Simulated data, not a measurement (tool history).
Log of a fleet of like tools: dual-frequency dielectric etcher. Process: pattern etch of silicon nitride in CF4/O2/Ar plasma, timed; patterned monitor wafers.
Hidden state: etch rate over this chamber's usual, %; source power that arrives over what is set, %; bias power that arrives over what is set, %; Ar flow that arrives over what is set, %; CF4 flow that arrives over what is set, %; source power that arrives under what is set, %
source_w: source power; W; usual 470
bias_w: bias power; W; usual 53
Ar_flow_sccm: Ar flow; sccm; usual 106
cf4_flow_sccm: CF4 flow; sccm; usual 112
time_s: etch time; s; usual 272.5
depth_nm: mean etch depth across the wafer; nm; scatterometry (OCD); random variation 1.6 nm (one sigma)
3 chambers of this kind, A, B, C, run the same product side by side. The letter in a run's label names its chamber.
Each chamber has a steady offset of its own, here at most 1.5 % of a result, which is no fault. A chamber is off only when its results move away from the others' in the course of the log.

run	hour	source_w	bias_w	Ar_flow_sccm	cf4_flow_sccm	time_s	hours since the last wet clean	hours since the last source power generator calibration	hours since the last bias power generator calibration	hours since the last Ar flow controller change	hours since the last CF4 flow controller change	read-back reference wafer on the same gauge, depth_nm	depth_nm
1C	5.3	470	53	106	112	272.5	188.1	863.4	359.0	5903.6	2088.1	564.23	503.62
2A	11.8	470	53	106	112	272.5	64.1	2432.0	808.1	750.5	2305.0	564.30	510.28
3B	20.1	470	53	106	112	272.5	583.2	1613.4	889.9	1528.0	2479.6	563.94	511.21
# hour 20.3: chamber B: wet clean of the chamber
4B	27.1	470	53	106	112	272.5	6.9	1620.4	896.9	1535.0	2486.6	563.70	511.41
5C	35.5	470	53	106	112	272.5	218.3	893.6	389.2	5933.8	2118.3	564.25	500.95
6A	40.4	470	53	106	112	272.5	92.7	2460.6	836.7	779.1	2333.6	564.24	510.52
7C	45.9	470	53	106	112	272.5	228.7	904.0	399.6	5944.2	2128.7	564.12	505.79
8A	51.3	470	53	106	112	272.5	103.6	2471.5	847.6	790.0	2344.5	563.85	510.62
9B	61.1	470	53	106	112	272.5	40.9	1654.4	930.9	1569.0	2520.6	564.04	507.45
10C	65.9	470	53	106	112	199.5	248.7	924.0	419.6	5964.2	2148.7	563.98	372.39
11B	71.6	470	53	106	112	199.5	51.4	1664.9	941.4	1579.5	2531.1	563.51	374.69
12A	81.2	470	53	106	112	199.5	133.5	2501.4	877.5	819.9	2374.4	564.12	375.28
13A	88.0	470	53	106	112	272.5	140.3	2508.2	884.3	826.7	2381.2	563.67	511.21
14C	93.0	470	53	106	112	272.5	275.8	951.1	446.7	5991.3	2175.8	564.34	517.15
15B	98.0	470	53	106	112	340.0	77.8	1691.3	967.8	1605.9	2557.5	564.09	638.11
16A	102.6	470	53	106	112	340.0	154.9	2522.8	898.9	841.3	2395.8	563.88	638.17
17C	109.3	470	53	106	112	340.0	292.1	967.4	463.0	6007.6	2192.1	564.35	650.64
18B	113.7	470	53	106	112	272.5	93.5	1707.0	983.5	1621.6	2573.2	564.27	508.81
19A	119.2	470	53	106	112	272.5	171.5	2539.4	915.5	857.9	2412.4	564.01	508.76
20C	124.6	470	53	106	112	272.5	307.4	982.7	478.3	6022.9	2207.4	563.22	523.48
21B	131.6	370	53	106	112	272.5	111.4	1724.9	1001.4	1639.5	2591.1	564.42	415.28

All 3 chambers run these settings next. Forecast each chamber's results:
22A	138.7	470	53	106	112	272.5							?
22B	138.7	470	53	106	112	272.5							?
22C	138.7	470	53	106	112	272.5							?

run	depth_nm
22A	511.34
22B	509.40
22C	528.63
